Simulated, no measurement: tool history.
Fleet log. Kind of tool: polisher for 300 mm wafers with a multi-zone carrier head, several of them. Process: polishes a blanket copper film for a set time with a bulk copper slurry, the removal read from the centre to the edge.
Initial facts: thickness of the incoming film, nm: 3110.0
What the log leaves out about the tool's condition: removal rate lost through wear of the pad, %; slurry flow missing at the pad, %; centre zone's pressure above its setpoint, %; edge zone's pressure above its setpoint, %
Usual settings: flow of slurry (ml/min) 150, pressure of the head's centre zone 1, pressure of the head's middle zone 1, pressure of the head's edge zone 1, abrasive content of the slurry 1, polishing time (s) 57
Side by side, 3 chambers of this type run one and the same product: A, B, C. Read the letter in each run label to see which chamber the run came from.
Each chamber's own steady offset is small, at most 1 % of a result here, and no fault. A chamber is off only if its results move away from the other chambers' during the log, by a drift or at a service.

| run | day | flow of slurry (ml/min) | pressure of the head's centre zone | pressure of the head's middle zone | pressure of the head's edge zone | abrasive content of the slurry | polishing time (s) | wafers polished on this pad | hours since the slurry nozzle was cleaned | hours since the centre zone pressure was calibrated | hours since the edge zone pressure was calibrated | film removed at the wafer's centre (angstrom) | film removed at mid-radius (angstrom) | film removed at the wafer's edge (angstrom) |
|---|---|---|---|---|---|---|---|---|---|---|---|---|---|---|
| 1A | 0.396 | 150 | 1 | 1 | 1 | 1 | 57 | 401 | 598.2 | 999.2 | 26.7 | 5884.7 | 5963.9 | 6003.2 |
| 2B | 0.654 | 150 | 1 | 1 | 1 | 1 | 57 | 321 | 189.9 | 1032 | 622.3 | 5885.2 | 5920.7 | 5986.8 |
|  | 0.888 | chamber A: worn pad replaced by a new one |
| 3C | 1.112 | 150 | 1 | 1 | 1 | 1 | 57 | 448 | 281.7 | 1193.7 | 416.3 | 6015.5 | 5973.3 | 6118.7 |
|  | 1.367 | chamber B: worn pad replaced by a new one |
| 4C | 1.458 | 150 | 1 | 1 | 1 | 1 | 57 | 572 | 290 | 1202 | 424.6 | 5988.2 | 5893.6 | 6056 |
| 5A | 2.025 | 150 | 1 | 1 | 1 | 1 | 57 | 407 | 637.3 | 1038.3 | 65.8 | 5874.6 | 6036.4 | 5983.5 |
| 6B | 2.321 | 150 | 1 | 1 | 1 | 1 | 57 | 342 | 229.9 | 1072 | 662.3 | 5967.8 | 6004.3 | 5923.3 |
|  | 2.438 | chamber A: worn pad replaced by a new one |
|  | 2.5 | chamber C: worn pad replaced by a new one |
| 7A | 2.592 | 150 | 1 | 1 | 1 | 1 | 57 | 56 | 650.9 | 1051.9 | 79.4 | 5962.2 | 6001 | 5942.8 |
| 8B | 2.879 | 150 | 1 | 1 | 1 | 1 | 57 | 542 | 243.3 | 1085.4 | 675.7 | 6020.8 | 5985.3 | 5882.7 |
|  | 3.129 | chamber B: worn pad replaced by a new one |
| 9C | 3.35 | 150 | 1 | 1 | 1 | 1 | 57 | 305 | 335.4 | 1247.4 | 470 | 5880 | 6033.7 | 5872.6 |
| 10C | 3.821 | 150 | 1 | 1 | 1 | 1 | 57 | 473 | 346.7 | 1258.7 | 481.3 | 5989.8 | 5945.9 | 5942.2 |
| 11B | 4.096 | 195 | 1 | 1 | 1 | 1 | 57 | 346 | 272.5 | 1114.6 | 704.9 | 6257.2 | 6392.2 | 6147.8 |
|  | 4.242 | chamber A: slurry nozzle cleaned |
|  | 4.25 | chamber A: worn pad replaced by a new one |
| 12A | 4.358 | 195 | 1 | 1 | 1 | 1 | 57 | 40 | 2.8 | 1094.3 | 121.8 | 6112.4 | 6197.5 | 6143.6 |
|  | 4.692 | chamber B: centre zone pressure recalibrated |
| 13C | 4.712 | 195 | 1 | 1 | 1 | 1 | 57 | 792 | 368.1 | 1280.1 | 502.7 | 6154.6 | 6360.2 | 6185.8 |
|  | 4.733 | chamber B: worn pad replaced by a new one |
|  | 4.879 | chamber C: worn pad replaced by a new one |
| 14B | 5.083 | 150 | 1 | 1 | 1 | 1 | 57 | 126 | 296.2 | 9.5 | 728.6 | 5868.7 | 5959.1 | 6030 |
|  | 5.096 | chamber B: slurry nozzle cleaned |
|  | 5.358 | chamber C: centre zone pressure recalibrated |
| 15A | 5.5 | 150 | 0.93 | 1 | 1 | 1.1 | 57 | 448 | 30.2 | 1121.7 | 149.2 | 5622.5 | 6104.6 | 6033.5 |
|  | 5.846 | chamber A: centre zone pressure recalibrated |
|  | 5.867 | chamber A: worn pad replaced by a new one |
| 16B | 5.904 | 150 | 0.93 | 1 | 1 | 1.1 | 57 | 420 | 19.4 | 29.2 | 748.3 | 5731.4 | 6076 | 6006.2 |
| 17C | 6.267 | 150 | 0.93 | 1 | 1 | 1.1 | 57 | 497 | 405.4 | 21.9 | 540 | 6297.6 | 6037.3 | 6095.1 |
|  | 6.329 | chamber B: worn pad replaced by a new one |
| 18A | 6.838 | 150 | 1 | 1 | 1 | 1 | 57 | 347 | 62.3 | 23.8 | 181.3 | 5995.1 | 5912.4 | 5983.7 |
| 19C | 7.25 | 150 | 1 | 1 | 1 | 1 | 57 | 849 | 429 | 45.5 | 563.6 | 6725.1 | 5893.3 | 6008.8 |
| 20B | 7.658 | 150 | 1 | 1 | 1 | 1 | 57 | 475 | 61.5 | 71.3 | 790.4 | 5892.1 | 5977.7 | 5943.4 |
|  | 7.867 | chamber A: worn pad replaced by a new one |
| 21A | 7.979 | 150 | 1 | 1.08 | 1 | 1 | 57 | 41 | 89.7 | 51.2 | 208.7 | 5962.3 | 6360.2 | 6020.6 |
|  | 8.204 | chamber B: worn pad replaced by a new one |
| 22A | 8.396 | 150 | 1 | 1.08 | 1 | 1 | 57 | 190 | 99.7 | 61.2 | 218.7 | 5853.8 | 6337.5 | 5830.8 |
| 23B | 8.8 | 150 | 1 | 1.08 | 1 | 1 | 57 | 213 | 88.9 | 98.7 | 817.8 | 5986.9 | 6407.6 | 5863.4 |

One chamber off, gauge drift, or nothing amiss beyond the chambers' own small offsets? If it is a chamber, which one, and what is the likeliest cause?

Chamber C has stood off from the others ever since a service on it.
Cause: centre zone's pressure above its setpoint, % = 11.5.

Here are 4 candidates for chamber C's next run, each the usual settings with a change, their results left as question marks. Which one brings its results back in line with what the others give on the usual settings?
To be in line, a result may differ from the other chambers' mean on the usual settings by at most: film removed at the wafer's centre (angstrom) 310; film removed at mid-radius (angstrom) 240; film removed at the wafer's edge (angstrom) 230
| 24C-1 | 9.212 | 145 | 0.91 | 1.03 | 1.03 | 1 | 56 |  |  |  |  | ? | ? | ? |
| 24C-2 | 9.212 | 165 | 1.17 | 0.95 | 0.94 | 1 | 59 |  |  |  |  | ? | ? | ? |
| 24C-3 | 9.212 | 140 | 0.83 | 1.05 | 1.05 | 1 | 56 |  |  |  |  | ? | ? | ? |
| 24C-4 | 9.212 | 155 | 1.09 | 0.97 | 0.97 | 1 | 58 |  |  |  |  | ? | ? | ? |

On the usual settings, the other chambers give on average: film removed at the wafer's centre (angstrom) 5941.3; film removed at mid-radius (angstrom) 5978.8; film removed at the wafer's edge (angstrom) 5966.1
| run | film removed at the wafer's centre (angstrom) | film removed at mid-radius (angstrom) | film removed at the wafer's edge (angstrom) |
|---|---|---|---|
| 24C-1 | 5995.5 | 5961.8 | 5898.1 |
| 24C-2 | 8528.5 | 5972.1 | 6039.6 |
| 24C-3 | 5372.4 | 6026.8 | 5926.4 |
| 24C-4 | 7669.4 | 5917.8 | 5981.8 |
It is 24C-1 that realigns the chamber with its peers.
